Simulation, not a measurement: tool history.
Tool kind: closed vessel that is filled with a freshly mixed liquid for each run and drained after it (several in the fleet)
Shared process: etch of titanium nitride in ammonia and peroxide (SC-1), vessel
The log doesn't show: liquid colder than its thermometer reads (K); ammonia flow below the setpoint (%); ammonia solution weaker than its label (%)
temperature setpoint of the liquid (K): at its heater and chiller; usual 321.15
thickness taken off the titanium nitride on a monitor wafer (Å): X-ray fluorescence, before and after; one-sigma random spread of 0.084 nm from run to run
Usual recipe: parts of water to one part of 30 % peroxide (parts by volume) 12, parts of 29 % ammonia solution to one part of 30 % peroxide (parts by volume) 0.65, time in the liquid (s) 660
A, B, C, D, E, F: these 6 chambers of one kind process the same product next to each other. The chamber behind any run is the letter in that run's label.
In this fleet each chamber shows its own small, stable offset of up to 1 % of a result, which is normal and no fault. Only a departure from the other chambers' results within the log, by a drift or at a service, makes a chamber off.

run,day,temperature setpoint of the liquid (K),parts of water to one part of 30 % peroxide (parts by volume),parts of 29 % ammonia solution to one part of 30 % peroxide (parts by volume),time in the liquid (s),hours since the thermometer was replaced,hours since the ammonia flow meter was replaced,hours since the drum of ammonia solution was connected,"read-back film thickness of the titanium nitride reference wafer, read on the same gauge (nm)",thickness taken off the titanium nitride on a monitor wafer (Å)
# day 0.35: chamber C: thermometer replaced
1C,0.442,321.15,12,0.65,660,2.2,909.7,45.3,150.02,207.47
2B,0.779,321.15,12,0.65,660,280.7,1070.1,414.2,149.97,205.49
3F,1.283,321.15,12,0.65,660,378,500.4,188.5,149.96,204.21
4A,1.767,321.15,12,0.65,660,1509.6,1635.1,512.2,150.03,205.92
5E,2.254,317.65,12,0.9,660,1253.7,137.5,200.9,149.97,167.4
# day 2.288: chamber F: new drum of ammonia solution connected
# day 2.617: chamber F: ammonia flow meter replaced
6D,2.821,317.65,12,0.9,660,218.5,346.6,258,150,170.52
# day 2.9: chamber E: thermometer replaced
7B,3.342,317.65,12,0.9,660,342.2,1131.6,475.7,149.99,168.99
8E,3.625,317.65,12,0.9,660,17.5,170.4,233.8,149.99,169.11
9F,3.904,317.65,12,0.9,660,440.9,30.9,38.9,149.96,169.77
10D,4.171,317.65,12,0.9,660,250.9,379,290.4,149.99,169.81
11C,4.542,321.15,12,0.65,660,100.6,1008.1,143.7,150,207.56
12A,4.842,321.15,12,0.65,660,1583.4,1708.9,586,150.02,203.27
# day 4.921: chamber C: ammonia flow meter replaced
# day 5.046: chamber B: new drum of ammonia solution connected
13B,5.15,329.65,12,0.65,660,385.6,1175,2.5,149.99,371.44
14E,5.538,329.65,12,0.65,660,63.4,216.3,279.7,150.02,366.89
15F,5.917,329.65,12,0.65,660,489.2,79.2,87.2,149.99,365.95
# day 6.058: chamber A: new drum of ammonia solution connected
16C,6.388,329.65,12,0.65,660,144.9,35.3,188,149.98,375.43
17D,6.754,329.65,12,0.65,660,312.9,441,352.4,149.97,367.66
18A,7.012,329.65,12,0.65,660,1635.5,1761,23,150.01,365.23
19C,7.562,321.15,12,0.65,660,173.1,63.5,216.2,149.99,206.78
20F,8.092,321.15,12,0.65,660,541.4,131.4,139.4,150.01,205.47
21E,8.404,321.15,12,0.65,660,132.2,285.1,348.5,150.01,205.21
22A,8.796,321.15,12,0.65,660,1678.3,1803.8,65.8,149.99,205.31
23B,9.242,313.15,12,0.65,660,483.8,1273.2,100.7,150.02,115.21
24D,9.579,313.15,12,0.65,660,380.7,508.8,420.2,149.99,114.32
# day 9.708: chamber B: thermometer replaced
25C,9.996,313.15,12,0.65,660,231.5,121.9,274.6,149.97,115.92
26F,10.408,313.15,12,0.65,660,597,187,195,149.99,114.91
27A,10.85,313.15,12,0.65,660,1727.6,1853.1,115.1,150.01,115.36
28E,11.217,313.15,12,0.65,660,199.7,352.6,416,150.01,115.46
# day 11.454: chamber F: new drum of ammonia solution connected
29B,11.562,321.15,12,0.65,660,44.6,1328.9,156.4,150.03,205.66
30D,12.096,321.15,12,0.65,660,441.1,569.2,480.6,149.99,204.11
31A,12.354,321.15,12,0.65,660,1763.7,1889.2,151.2,149.99,204.97
32C,12.771,321.15,12,0.65,660,298.1,188.5,341.2,149.99,207.38
33B,13.092,321.15,12,0.65,660,81.3,1365.6,193.1,150.06,207.12
34D,13.592,321.15,12,0.65,660,477,605.1,516.5,150,202.17
35F,14.017,321.15,12,0.65,660,683.6,273.6,61.5,149.97,204.6
36E,14.425,326.65,12,0.45,660,276.7,429.6,493,149.98,281.62
37A,14.692,326.65,12,0.45,660,1819.8,1945.3,207.3,150.01,280.04
38D,15.208,326.65,12,0.45,660,515.8,643.9,555.3,149.94,275.78
39C,15.488,326.65,12,0.45,660,363.3,253.7,406.4,149.96,285.13

For the next run the whole fleet of 6 chambers uses the same settings. Give each chamber's results:
40A,15.9,321.15,12,0.65,660,,,,,?
40B,15.9,321.15,12,0.65,660,,,,,?
40C,15.9,321.15,12,0.65,660,,,,,?
40D,15.9,321.15,12,0.65,660,,,,,?
40E,15.9,321.15,12,0.65,660,,,,,?
40F,15.9,321.15,12,0.65,660,,,,,?

run,thickness taken off the titanium nitride on a monitor wafer (Å)
40A,204.7
40B,205.22
40C,206.57
40D,200.7
40E,204.79
40F,205.72
